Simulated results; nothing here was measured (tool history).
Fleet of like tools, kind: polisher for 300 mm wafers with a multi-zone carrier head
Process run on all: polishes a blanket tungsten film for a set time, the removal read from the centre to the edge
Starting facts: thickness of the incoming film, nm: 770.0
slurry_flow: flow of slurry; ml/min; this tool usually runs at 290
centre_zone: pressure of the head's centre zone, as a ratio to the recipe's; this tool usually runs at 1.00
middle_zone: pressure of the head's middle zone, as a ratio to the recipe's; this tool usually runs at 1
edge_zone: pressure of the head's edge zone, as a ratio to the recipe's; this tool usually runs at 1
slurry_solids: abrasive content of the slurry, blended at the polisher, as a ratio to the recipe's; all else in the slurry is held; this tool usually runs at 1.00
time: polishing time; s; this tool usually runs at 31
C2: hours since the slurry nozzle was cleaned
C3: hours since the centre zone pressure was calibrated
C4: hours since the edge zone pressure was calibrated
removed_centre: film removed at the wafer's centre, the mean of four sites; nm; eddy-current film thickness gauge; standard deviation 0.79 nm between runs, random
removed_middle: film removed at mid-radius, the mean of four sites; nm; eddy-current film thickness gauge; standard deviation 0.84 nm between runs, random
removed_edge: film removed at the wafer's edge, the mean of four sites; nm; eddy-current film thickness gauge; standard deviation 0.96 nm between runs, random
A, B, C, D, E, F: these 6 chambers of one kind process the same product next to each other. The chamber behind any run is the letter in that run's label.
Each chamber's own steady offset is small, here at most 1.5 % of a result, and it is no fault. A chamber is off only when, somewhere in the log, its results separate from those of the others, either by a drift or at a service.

{"hour": 5.5, "done": "chamber B: worn pad replaced by a new one"}
{"run": "1D", "hour": 7.1, "slurry_flow": 290, "centre_zone": 1.0, "middle_zone": 1, "edge_zone": 1, "slurry_solids": 1.0, "time": 31, "wafers polished on this pad": 550, "C2": 251.7, "C3": 816.8, "C4": 568.9, "removed_centre": 109.95, "removed_middle": 108.19, "removed_edge": 108.59}
{"run": "2A", "hour": 10.5, "slurry_flow": 290, "centre_zone": 1.0, "middle_zone": 1, "edge_zone": 1, "slurry_solids": 1.0, "time": 31, "wafers polished on this pad": 1318, "C2": 376.5, "C3": 74.0, "C4": 294.8, "removed_centre": 110.55, "removed_middle": 107.82, "removed_edge": 108.79}
{"hour": 15.9, "done": "chamber C: slurry nozzle cleaned"}
{"run": "3F", "hour": 16.4, "slurry_flow": 290, "centre_zone": 1.0, "middle_zone": 1, "edge_zone": 1, "slurry_solids": 1.0, "time": 31, "wafers polished on this pad": 623, "C2": 850.6, "C3": 995.6, "C4": 1529.1, "removed_centre": 107.58, "removed_middle": 107.84, "removed_edge": 108.15}
{"hour": 17.0, "done": "chamber C: edge zone pressure recalibrated"}
{"hour": 19.9, "done": "chamber E: worn pad replaced by a new one"}
{"run": "4B", "hour": 22.4, "slurry_flow": 290, "centre_zone": 1.0, "middle_zone": 1, "edge_zone": 1, "slurry_solids": 1.0, "time": 31, "wafers polished on this pad": 192, "C2": 98.1, "C3": 589.6, "C4": 653.1, "removed_centre": 110.05, "removed_middle": 109.1, "removed_edge": 107.28}
{"hour": 22.9, "done": "chamber F: worn pad replaced by a new one"}
{"run": "5E", "hour": 29.7, "slurry_flow": 355, "centre_zone": 1.07, "middle_zone": 1, "edge_zone": 1, "slurry_solids": 1.0, "time": 31, "wafers polished on this pad": 112, "C2": 303.6, "C3": 460.5, "C4": 438.2, "removed_centre": 117.67, "removed_middle": 111.83, "removed_edge": 107.12}
{"hour": 30.9, "done": "chamber F: edge zone pressure recalibrated"}
{"hour": 31.5, "done": "chamber A: worn pad replaced by a new one"}
{"run": "6C", "hour": 37.1, "slurry_flow": 355, "centre_zone": 1.07, "middle_zone": 1, "edge_zone": 1, "slurry_solids": 1.0, "time": 31, "wafers polished on this pad": 766, "C2": 21.2, "C3": 231.2, "C4": 20.1, "removed_centre": 120.1, "removed_middle": 108.67, "removed_edge": 110.61}
{"run": "7F", "hour": 42.5, "slurry_flow": 355, "centre_zone": 1.07, "middle_zone": 1, "edge_zone": 1, "slurry_solids": 1.0, "time": 31, "wafers polished on this pad": 223, "C2": 876.7, "C3": 1021.7, "C4": 11.6, "removed_centre": 119.37, "removed_middle": 109.79, "removed_edge": 109.31}
{"run": "8D", "hour": 45.7, "slurry_flow": 355, "centre_zone": 1.07, "middle_zone": 1, "edge_zone": 1, "slurry_solids": 1.0, "time": 31, "wafers polished on this pad": 988, "C2": 290.3, "C3": 855.4, "C4": 607.5, "removed_centre": 120.31, "removed_middle": 108.8, "removed_edge": 109.42}
{"hour": 47.7, "done": "chamber C: worn pad replaced by a new one"}
{"run": "9C", "hour": 51.6, "slurry_flow": 355, "centre_zone": 1.07, "middle_zone": 1, "edge_zone": 1, "slurry_solids": 1.0, "time": 31, "wafers polished on this pad": 44, "C2": 35.7, "C3": 245.7, "C4": 34.6, "removed_centre": 118.87, "removed_middle": 111.35, "removed_edge": 109.31}
{"run": "10E", "hour": 56.5, "slurry_flow": 355, "centre_zone": 1.07, "middle_zone": 1, "edge_zone": 1, "slurry_solids": 1.0, "time": 31, "wafers polished on this pad": 416, "C2": 330.4, "C3": 487.3, "C4": 465.0, "removed_centre": 117.01, "removed_middle": 111.8, "removed_edge": 108.94}
{"hour": 58.6, "done": "chamber B: worn pad replaced by a new one"}
{"run": "11B", "hour": 62.0, "slurry_flow": 290, "centre_zone": 1.0, "middle_zone": 1, "edge_zone": 1, "slurry_solids": 1.0, "time": 31, "wafers polished on this pad": 38, "C2": 137.7, "C3": 629.2, "C4": 692.7, "removed_centre": 111.57, "removed_middle": 108.35, "removed_edge": 108.7}
{"run": "12A", "hour": 69.2, "slurry_flow": 290, "centre_zone": 1.0, "middle_zone": 1, "edge_zone": 1, "slurry_solids": 1.0, "time": 31, "wafers polished on this pad": 428, "C2": 435.2, "C3": 132.7, "C4": 353.5, "removed_centre": 109.32, "removed_middle": 109.36, "removed_edge": 109.52}
{"run": "13D", "hour": 72.7, "slurry_flow": 290, "centre_zone": 1.0, "middle_zone": 1, "edge_zone": 1, "slurry_solids": 1.0, "time": 31, "wafers polished on this pad": 1294, "C2": 317.3, "C3": 882.4, "C4": 634.5, "removed_centre": 109.68, "removed_middle": 107.7, "removed_edge": 107.85}
{"hour": 76.7, "done": "chamber B: centre zone pressure recalibrated"}
{"run": "14A", "hour": 78.0, "slurry_flow": 290, "centre_zone": 1.0, "middle_zone": 1, "edge_zone": 1, "slurry_solids": 1.0, "time": 31, "wafers polished on this pad": 528, "C2": 444.0, "C3": 141.5, "C4": 362.3, "removed_centre": 109.78, "removed_middle": 110.23, "removed_edge": 108.06}
{"run": "15C", "hour": 84.0, "slurry_flow": 290, "centre_zone": 1.1, "middle_zone": 1, "edge_zone": 1, "slurry_solids": 1.0, "time": 31, "wafers polished on this pad": 412, "C2": 68.1, "C3": 278.1, "C4": 67.0, "removed_centre": 121.94, "removed_middle": 108.85, "removed_edge": 106.64}
{"hour": 89.4, "done": "chamber D: worn pad replaced by a new one"}
{"run": "16E", "hour": 91.6, "slurry_flow": 290, "centre_zone": 1.1, "middle_zone": 1, "edge_zone": 1, "slurry_solids": 1.0, "time": 31, "wafers polished on this pad": 814, "C2": 365.5, "C3": 522.4, "C4": 500.1, "removed_centre": 118.25, "removed_middle": 108.24, "removed_edge": 106.66}
{"hour": 92.3, "done": "chamber F: worn pad replaced by a new one"}
{"run": "17F", "hour": 95.6, "slurry_flow": 290, "centre_zone": 1.1, "middle_zone": 1, "edge_zone": 1, "slurry_solids": 1.0, "time": 31, "wafers polished on this pad": 38, "C2": 929.8, "C3": 1074.8, "C4": 64.7, "removed_centre": 117.71, "removed_middle": 108.08, "removed_edge": 107.41}
{"run": "18B", "hour": 102.5, "slurry_flow": 290, "centre_zone": 1.1, "middle_zone": 1, "edge_zone": 1, "slurry_solids": 1.0, "time": 31, "wafers polished on this pad": 498, "C2": 178.2, "C3": 25.9, "C4": 733.2, "removed_centre": 115.33, "removed_middle": 108.07, "removed_edge": 108.06}
{"hour": 105.9, "done": "chamber B: worn pad replaced by a new one"}
{"run": "19C", "hour": 109.6, "slurry_flow": 290, "centre_zone": 1.1, "middle_zone": 1, "edge_zone": 1, "slurry_solids": 1.0, "time": 31, "wafers polished on this pad": 702, "C2": 93.7, "C3": 303.7, "C4": 92.6, "removed_centre": 119.03, "removed_middle": 108.76, "removed_edge": 107.94}
{"run": "20B", "hour": 112.8, "slurry_flow": 290, "centre_zone": 1.1, "middle_zone": 1, "edge_zone": 1, "slurry_solids": 1.0, "time": 31, "wafers polished on this pad": 78, "C2": 188.5, "C3": 36.2, "C4": 743.5, "removed_centre": 115.16, "removed_middle": 109.37, "removed_edge": 107.46}
{"hour": 113.3, "done": "chamber F: slurry nozzle cleaned"}
{"run": "21A", "hour": 116.5, "slurry_flow": 290, "centre_zone": 1.0, "middle_zone": 1, "edge_zone": 1, "slurry_solids": 1.15, "time": 31, "wafers polished on this pad": 964, "C2": 482.5, "C3": 180.0, "C4": 400.8, "removed_centre": 112.82, "removed_middle": 114.22, "removed_edge": 112.01}
{"hour": 116.9, "done": "chamber E: worn pad replaced by a new one"}
{"run": "22F", "hour": 120.8, "slurry_flow": 290, "centre_zone": 1.0, "middle_zone": 1, "edge_zone": 1, "slurry_solids": 1.15, "time": 31, "wafers polished on this pad": 324, "C2": 7.6, "C3": 1100.0, "C4": 89.9, "removed_centre": 113.15, "removed_middle": 112.07, "removed_edge": 111.09}
{"hour": 121.9, "done": "chamber C: worn pad replaced by a new one"}
{"run": "23D", "hour": 124.9, "slurry_flow": 290, "centre_zone": 1.0, "middle_zone": 1, "edge_zone": 1, "slurry_solids": 1.15, "time": 31, "wafers polished on this pad": 403, "C2": 369.5, "C3": 934.6, "C4": 686.7, "removed_centre": 112.58, "removed_middle": 112.14, "removed_edge": 111.27}
{"run": "24E", "hour": 129.6, "slurry_flow": 290, "centre_zone": 1.0, "middle_zone": 1, "edge_zone": 1, "slurry_solids": 1.15, "time": 31, "wafers polished on this pad": 144, "C2": 403.5, "C3": 560.4, "C4": 538.1, "removed_centre": 111.87, "removed_middle": 111.85, "removed_edge": 110.31}
{"run": "25F", "hour": 136.1, "slurry_flow": 290, "centre_zone": 1.0, "middle_zone": 1, "edge_zone": 1, "slurry_solids": 1.15, "time": 31, "wafers polished on this pad": 497, "C2": 22.9, "C3": 1115.3, "C4": 105.2, "removed_centre": 110.25, "removed_middle": 112.43, "removed_edge": 111.46}
{"run": "26B", "hour": 143.2, "slurry_flow": 290, "centre_zone": 1.0, "middle_zone": 1, "edge_zone": 1, "slurry_solids": 1.15, "time": 31, "wafers polished on this pad": 423, "C2": 218.9, "C3": 66.6, "C4": 773.9, "removed_centre": 107.93, "removed_middle": 113.93, "removed_edge": 112.35}
{"run": "27C", "hour": 146.6, "slurry_flow": 290, "centre_zone": 1.0, "middle_zone": 1, "edge_zone": 1, "slurry_solids": 1.0, "time": 38, "wafers polished on this pad": 280, "C2": 130.7, "C3": 340.7, "C4": 129.6, "removed_centre": 133.1, "removed_middle": 134.54, "removed_edge": 133.78}
{"run": "28A", "hour": 150.6, "slurry_flow": 290, "centre_zone": 1.0, "middle_zone": 1, "edge_zone": 1, "slurry_solids": 1.0, "time": 38, "wafers polished on this pad": 1351, "C2": 516.6, "C3": 214.1, "C4": 434.9, "removed_centre": 133.92, "removed_middle": 134.23, "removed_edge": 133.14}
{"hour": 156.4, "done": "chamber B: worn pad replaced by a new one"}
{"run": "29E", "hour": 157.0, "slurry_flow": 290, "centre_zone": 1.0, "middle_zone": 1, "edge_zone": 1, "slurry_solids": 1.0, "time": 38, "wafers polished on this pad": 455, "C2": 430.9, "C3": 587.8, "C4": 565.5, "removed_centre": 132.65, "removed_middle": 133.16, "removed_edge": 131.54}
{"hour": 160.5, "done": "chamber A: worn pad replaced by a new one"}
{"run": "30D", "hour": 162.5, "slurry_flow": 290, "centre_zone": 1.0, "middle_zone": 1, "edge_zone": 1, "slurry_solids": 1.0, "time": 38, "wafers polished on this pad": 830, "C2": 407.1, "C3": 972.2, "C4": 724.3, "removed_centre": 135.56, "removed_middle": 132.97, "removed_edge": 133.29}
{"run": "31A", "hour": 166.1, "slurry_flow": 290, "centre_zone": 1.0, "middle_zone": 1, "edge_zone": 1, "slurry_solids": 1.0, "time": 38, "wafers polished on this pad": 64, "C2": 532.1, "C3": 229.6, "C4": 450.4, "removed_centre": 132.24, "removed_middle": 134.2, "removed_edge": 133.15}
{"hour": 166.5, "done": "chamber F: worn pad replaced by a new one"}
{"hour": 168.9, "done": "chamber F: centre zone pressure recalibrated"}
{"run": "32F", "hour": 170.7, "slurry_flow": 290, "centre_zone": 1.0, "middle_zone": 1, "edge_zone": 1, "slurry_solids": 1.0, "time": 38, "wafers polished on this pad": 48, "C2": 57.5, "C3": 1.8, "C4": 139.8, "removed_centre": 133.56, "removed_middle": 132.38, "removed_edge": 131.23}
{"run": "33B", "hour": 175.7, "slurry_flow": 290, "centre_zone": 1.0, "middle_zone": 1, "edge_zone": 1, "slurry_solids": 1.0, "time": 31, "wafers polished on this pad": 219, "C2": 251.4, "C3": 99.1, "C4": 806.4, "removed_centre": 102.93, "removed_middle": 109.23, "removed_edge": 111.05}
{"run": "34D", "hour": 181.5, "slurry_flow": 290, "centre_zone": 1.0, "middle_zone": 1, "edge_zone": 1, "slurry_solids": 1.0, "time": 31, "wafers polished on this pad": 1046, "C2": 426.1, "C3": 991.2, "C4": 743.3, "removed_centre": 108.61, "removed_middle": 107.6, "removed_edge": 107.78}
{"run": "35C", "hour": 189.0, "slurry_flow": 290, "centre_zone": 1.0, "middle_zone": 1, "edge_zone": 1, "slurry_solids": 1.0, "time": 31, "wafers polished on this pad": 762, "C2": 173.1, "C3": 383.1, "C4": 172.0, "removed_centre": 109.77, "removed_middle": 110.22, "removed_edge": 106.62}
{"run": "36E", "hour": 192.3, "slurry_flow": 290, "centre_zone": 1.0, "middle_zone": 1, "edge_zone": 1, "slurry_solids": 1.0, "time": 31, "wafers polished on this pad": 856, "C2": 466.2, "C3": 623.1, "C4": 600.8, "removed_centre": 107.58, "removed_middle": 109.5, "removed_edge": 108.86}
{"run": "37B", "hour": 197.5, "slurry_flow": 290, "centre_zone": 1.0, "middle_zone": 1, "edge_zone": 1, "slurry_solids": 1.0, "time": 31, "wafers polished on this pad": 467, "C2": 273.2, "C3": 120.9, "C4": 828.2, "removed_centre": 104.63, "removed_middle": 108.4, "removed_edge": 109.02}

What goes on in this fleet: one chamber off, a drifting gauge, or nothing beyond the chambers' own small offsets? Name the chamber and the cause, if any.

The work done on chamber B during a service left it standing apart from the others.
What lies behind it: centre zone's pressure below its setpoint, % = 4.78.

Below are 4 candidate recipes for chamber B's next run, each the usual settings with a change, their results shown as question marks. Which of them brings B's results back in line with what the other chambers give on the usual settings?
To be in line, a result may differ from the other chambers' mean on the usual settings by at most: removed_centre 2.800 nm; removed_middle 2.90 nm; removed_edge 3.30 nm
{"run": "38B-1", "hour": 202.9, "slurry_flow": 295, "centre_zone": 1.04, "middle_zone": 1.0, "edge_zone": 0.98, "slurry_solids": 1.0, "time": 31, "removed_centre": "?", "removed_middle": "?", "removed_edge": "?"}
{"run": "38B-2", "hour": 202.9, "slurry_flow": 285, "centre_zone": 0.96, "middle_zone": 1.0, "edge_zone": 1.02, "slurry_solids": 1.0, "time": 31, "removed_centre": "?", "removed_middle": "?", "removed_edge": "?"}
{"run": "38B-3", "hour": 202.9, "slurry_flow": 285, "centre_zone": 0.91, "middle_zone": 1.01, "edge_zone": 1.04, "slurry_solids": 1.0, "time": 31, "removed_centre": "?", "removed_middle": "?", "removed_edge": "?"}
{"run": "38B-4", "hour": 202.9, "slurry_flow": 295, "centre_zone": 1.09, "middle_zone": 0.99, "edge_zone": 0.96, "slurry_solids": 1.0, "time": 31, "removed_centre": "?", "removed_middle": "?", "removed_edge": "?"}

Average result of the remaining chambers running the usual settings: removed_centre 108.690 nm; removed_middle 108.63 nm; removed_edge 107.89 nm
run=38B-1 removed_centre=108.870 removed_middle=108.95 removed_edge=107.36
run=38B-2 removed_centre=99.289 removed_middle=108.61 removed_edge=109.34
run=38B-3 removed_centre=93.572 removed_middle=109.64 removed_edge=110.46
run=38B-4 removed_centre=114.610 removed_middle=107.92 removed_edge=106.23
38B-1 brings the chamber back in line.
